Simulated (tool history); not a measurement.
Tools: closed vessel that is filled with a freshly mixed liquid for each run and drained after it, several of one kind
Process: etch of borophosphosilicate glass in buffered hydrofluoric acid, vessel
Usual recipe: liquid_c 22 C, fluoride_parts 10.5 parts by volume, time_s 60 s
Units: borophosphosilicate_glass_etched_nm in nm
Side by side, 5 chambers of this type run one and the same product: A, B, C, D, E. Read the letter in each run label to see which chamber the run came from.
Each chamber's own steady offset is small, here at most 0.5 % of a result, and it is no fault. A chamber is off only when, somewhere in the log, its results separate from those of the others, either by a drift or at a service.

run	day	liquid_c	fluoride_parts	time_s	read-back film thickness of the borophosphosilicate glass reference wafer, read on the same gauge (nm)	borophosphosilicate_glass_etched_nm
1E	0.379	22	10.5	60	40.006	104.54
2A	0.717	22	10.5	60	39.966	104.63
3B	1.242	22	10.5	60	39.947	105.71
4D	1.608	22	10.5	60	40.008	103.42
5C	2.042	22	10.5	60	40.001	104.23
6A	2.433	22	10.5	60	39.997	105.09
7B	2.729	22	10.5	60	40.004	105.55
8E	3.217	17.5	6.5	60	39.985	128.51
# day 3.554: chamber C: thermometer replaced
9C	3.729	17.5	6.5	60	39.985	130.59
10D	4.233	17.5	6.5	60	40.027	128.37
11C	4.729	17.5	6.5	60	39.988	127.56
12D	5.021	17.5	6.5	60	39.953	129.85
13E	5.479	22	10.5	60	40.003	105.29
# day 5.654: chamber A: hydrofluoric acid flow meter replaced
14B	5.962	22	10.5	60	39.979	104.69
15A	6.367	22	10.5	60	40.061	104.37
# day 6.725: chamber D: hydrofluoric acid flow meter replaced
16C	6.867	22	10.5	75	40.006	130.42
17A	7.246	22	10.5	75	39.976	131.71
# day 7.317: chamber B: hydrofluoric acid flow meter replaced
# day 7.592: chamber D: thermometer replaced
18D	7.592	22	10.5	75	40.01	131.04
19E	7.871	22	10.5	75	39.981	130.02
20B	8.225	22	10.5	75	39.996	131.21
21B	8.6	22	10.5	60	39.966	105.1
22E	8.988	22	10.5	60	40.007	103.71
23C	9.367	22	10.5	60	40.015	105.83
24D	9.646	22	10.5	60	39.983	103.66
25A	9.917	22	10.5	60	39.98	105.59
26B	10.3	25.5	10.5	60	39.988	126.8
# day 10.333: chamber E: hydrofluoric acid flow meter replaced
27E	10.65	25.5	10.5	60	39.981	126.89
28D	11.125	25.5	10.5	60	40.012	125.48
29C	11.554	25.5	10.5	60	39.961	127.2
30A	11.825	25.5	10.5	60	40.013	124.64
31A	12.288	22	10.5	60	40.004	105.64
32D	12.725	22	10.5	60	39.997	104.95
33C	13.079	22	10.5	60	40.014	104.63
34E	13.329	22	10.5	60	39.965	105.39

Each of the 5 chambers runs these same settings next. Fill in every chamber's results:
35A	13.746	22	12	60		?
35B	13.746	22	12	60		?
35C	13.746	22	12	60		?
35D	13.746	22	12	60		?
35E	13.746	22	12	60		?

run	borophosphosilicate_glass_etched_nm
35A	92.098
35B	92.631
35C	91.917
35D	92.515
35E	91.61

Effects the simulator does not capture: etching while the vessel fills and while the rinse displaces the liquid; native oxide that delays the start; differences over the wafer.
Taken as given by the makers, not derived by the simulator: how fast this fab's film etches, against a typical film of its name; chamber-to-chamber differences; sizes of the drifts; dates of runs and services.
